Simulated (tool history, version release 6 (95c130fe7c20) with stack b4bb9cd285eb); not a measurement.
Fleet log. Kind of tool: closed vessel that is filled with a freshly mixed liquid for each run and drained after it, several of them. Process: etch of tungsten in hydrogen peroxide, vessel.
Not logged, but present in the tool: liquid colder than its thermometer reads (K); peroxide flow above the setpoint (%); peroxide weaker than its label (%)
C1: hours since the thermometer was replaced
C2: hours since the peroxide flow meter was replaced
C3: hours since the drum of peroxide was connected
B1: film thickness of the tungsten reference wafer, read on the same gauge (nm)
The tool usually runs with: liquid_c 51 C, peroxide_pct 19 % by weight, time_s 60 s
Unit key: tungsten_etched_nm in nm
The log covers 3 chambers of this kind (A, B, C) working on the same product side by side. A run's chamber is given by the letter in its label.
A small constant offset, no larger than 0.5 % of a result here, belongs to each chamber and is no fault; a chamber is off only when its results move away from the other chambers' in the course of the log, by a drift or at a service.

run 1C hour=7.1 | liquid_c=51 peroxide_pct=19 time_s=60 | C1=170.4 C2=969.5 C3=937.1 | B1=140.02 | tungsten_etched_nm=116.78
run 2A hour=13.5 | liquid_c=51 peroxide_pct=19 time_s=60 | C1=1814.9 C2=233.8 C3=588.9 | B1=140.02 | tungsten_etched_nm=115.96
run 3B hour=19 | liquid_c=51 peroxide_pct=19 time_s=60 | C1=414 C2=231.7 C3=35.5 | B1=139.99 | tungsten_etched_nm=115.41
run 4A hour=22.6 | liquid_c=51 peroxide_pct=19 time_s=60 | C1=1824 C2=242.9 C3=598 | B1=140.04 | tungsten_etched_nm=114.99
run 5C hour=28.1 | liquid_c=51 peroxide_pct=19 time_s=60 | C1=191.4 C2=990.5 C3=958.1 | B1=139.98 | tungsten_etched_nm=115.67
run 6B hour=36.1 | liquid_c=51 peroxide_pct=19 time_s=60 | C1=431.1 C2=248.8 C3=52.6 | B1=139.99 | tungsten_etched_nm=115.78
run 7A hour=43.2 | liquid_c=51 peroxide_pct=19 time_s=60 | C1=1844.6 C2=263.5 C3=618.6 | B1=139.99 | tungsten_etched_nm=117.38
run 8B hour=48.2 | liquid_c=51 peroxide_pct=19 time_s=60 | C1=443.2 C2=260.9 C3=64.7 | B1=139.99 | tungsten_etched_nm=114.55
run 9C hour=52.8 | liquid_c=51 peroxide_pct=19 time_s=60 | C1=216.1 C2=1015.2 C3=982.8 | B1=140.02 | tungsten_etched_nm=117.56
run 10B hour=58.6 | liquid_c=51 peroxide_pct=19 time_s=60 | C1=453.6 C2=271.3 C3=75.1 | B1=139.96 | tungsten_etched_nm=116.28
run 11C hour=63.6 | liquid_c=51 peroxide_pct=19 time_s=60 | C1=226.9 C2=1026 C3=993.6 | B1=140.02 | tungsten_etched_nm=117.25
run 12A hour=67.4 | liquid_c=51 peroxide_pct=19 time_s=60 | C1=1868.8 C2=287.7 C3=642.8 | B1=140.01 | tungsten_etched_nm=116.08
run 13B hour=74.8 | liquid_c=51 peroxide_pct=19 time_s=60 | C1=469.8 C2=287.5 C3=91.3 | B1=139.99 | tungsten_etched_nm=115.05
run 14C hour=78.7 | liquid_c=51 peroxide_pct=19 time_s=60 | C1=242 C2=1041.1 C3=1008.7 | B1=140.01 | tungsten_etched_nm=116.14
run 15A hour=84.4 | liquid_c=51 peroxide_pct=19 time_s=60 | C1=1885.8 C2=304.7 C3=659.8 | B1=140 | tungsten_etched_nm=116.05
run 16B hour=89.6 | liquid_c=51 peroxide_pct=19 time_s=60 | C1=484.6 C2=302.3 C3=106.1 | B1=139.97 | tungsten_etched_nm=115.96
run 17C hour=95.6 | liquid_c=51 peroxide_pct=19 time_s=60 | C1=258.9 C2=1058 C3=1025.6 | B1=140.04 | tungsten_etched_nm=117.75
run 18A hour=102.5 | liquid_c=47 peroxide_pct=15 time_s=60 | C1=1903.9 C2=322.8 C3=677.9 | B1=140.03 | tungsten_etched_nm=80.469
run 19A hour=106.5 | liquid_c=47 peroxide_pct=15 time_s=60 | C1=1907.9 C2=326.8 C3=681.9 | B1=140.01 | tungsten_etched_nm=79.827
-- hour=108.3 chamber A: new drum of peroxide connected
run 20C hour=113.9 | liquid_c=47 peroxide_pct=15 time_s=60 | C1=277.2 C2=1076.3 C3=1043.9 | B1=140.01 | tungsten_etched_nm=80.887
run 21B hour=120.5 | liquid_c=51 peroxide_pct=19 time_s=60 | C1=515.5 C2=333.2 C3=137 | B1=140.01 | tungsten_etched_nm=115.11
run 22B hour=126.7 | liquid_c=51 peroxide_pct=19 time_s=60 | C1=521.7 C2=339.4 C3=143.2 | B1=140.03 | tungsten_etched_nm=116.8
run 23A hour=131.1 | liquid_c=55.5 peroxide_pct=15 time_s=60 | C1=1932.5 C2=351.4 C3=22.8 | B1=140 | tungsten_etched_nm=131.17
run 24C hour=138.1 | liquid_c=55.5 peroxide_pct=15 time_s=60 | C1=301.4 C2=1100.5 C3=1068.1 | B1=140.01 | tungsten_etched_nm=135.75
run 25C hour=145.8 | liquid_c=55.5 peroxide_pct=15 time_s=60 | C1=309.1 C2=1108.2 C3=1075.8 | B1=140.04 | tungsten_etched_nm=135.66
run 26A hour=150.3 | liquid_c=51 peroxide_pct=19 time_s=60 | C1=1951.7 C2=370.6 C3=42 | B1=139.97 | tungsten_etched_nm=112.85
run 27B hour=156.3 | liquid_c=51 peroxide_pct=19 time_s=60 | C1=551.3 C2=369 C3=172.8 | B1=139.97 | tungsten_etched_nm=116.07
run 28C hour=163.1 | liquid_c=51 peroxide_pct=19 time_s=60 | C1=326.4 C2=1125.5 C3=1093.1 | B1=139.98 | tungsten_etched_nm=117.11
run 29B hour=169.6 | liquid_c=51 peroxide_pct=19 time_s=60 | C1=564.6 C2=382.3 C3=186.1 | B1=140.01 | tungsten_etched_nm=116.12
run 30A hour=174.2 | liquid_c=51 peroxide_pct=19 time_s=60 | C1=1975.6 C2=394.5 C3=65.9 | B1=140.01 | tungsten_etched_nm=111.79
run 31B hour=179.1 | liquid_c=51 peroxide_pct=19 time_s=60 | C1=574.1 C2=391.8 C3=195.6 | B1=140 | tungsten_etched_nm=114.7
run 32C hour=186 | liquid_c=51 peroxide_pct=19 time_s=30 | C1=349.3 C2=1148.4 C3=1116 | B1=140 | tungsten_etched_nm=57.996
run 33A hour=191.1 | liquid_c=51 peroxide_pct=19 time_s=30 | C1=1992.5 C2=411.4 C3=82.8 | B1=140 | tungsten_etched_nm=55.59
run 34C hour=198 | liquid_c=51 peroxide_pct=19 time_s=30 | C1=361.3 C2=1160.4 C3=1128 | B1=140 | tungsten_etched_nm=58.203
run 35B hour=201.8 | liquid_c=51 peroxide_pct=19 time_s=60 | C1=596.8 C2=414.5 C3=218.3 | B1=140.03 | tungsten_etched_nm=114.93
run 36A hour=208.9 | liquid_c=51 peroxide_pct=19 time_s=60 | C1=2010.3 C2=429.2 C3=100.6 | B1=140.01 | tungsten_etched_nm=110.12
run 37B hour=213.4 | liquid_c=51 peroxide_pct=19 time_s=60 | C1=608.4 C2=426.1 C3=229.9 | B1=139.98 | tungsten_etched_nm=114.9
run 38A hour=218.8 | liquid_c=51 peroxide_pct=19 time_s=60 | C1=2020.2 C2=439.1 C3=110.5 | B1=140.01 | tungsten_etched_nm=109.11
run 39C hour=223.9 | liquid_c=51 peroxide_pct=19 time_s=60 | C1=387.2 C2=1186.3 C3=1153.9 | B1=140 | tungsten_etched_nm=116.57

All chambers now run identical settings, listed one chamber a line with results as question marks. What results will each chamber show?
run 40A hour=229.9 | liquid_c=51 peroxide_pct=19 time_s=60 | tungsten_etched_nm=?
run 40B hour=229.9 | liquid_c=51 peroxide_pct=19 time_s=60 | tungsten_etched_nm=?
run 40C hour=229.9 | liquid_c=51 peroxide_pct=19 time_s=60 | tungsten_etched_nm=?

run=40A tungsten_etched_nm=109.35
run=40B tungsten_etched_nm=115.08
run=40C tungsten_etched_nm=116.53

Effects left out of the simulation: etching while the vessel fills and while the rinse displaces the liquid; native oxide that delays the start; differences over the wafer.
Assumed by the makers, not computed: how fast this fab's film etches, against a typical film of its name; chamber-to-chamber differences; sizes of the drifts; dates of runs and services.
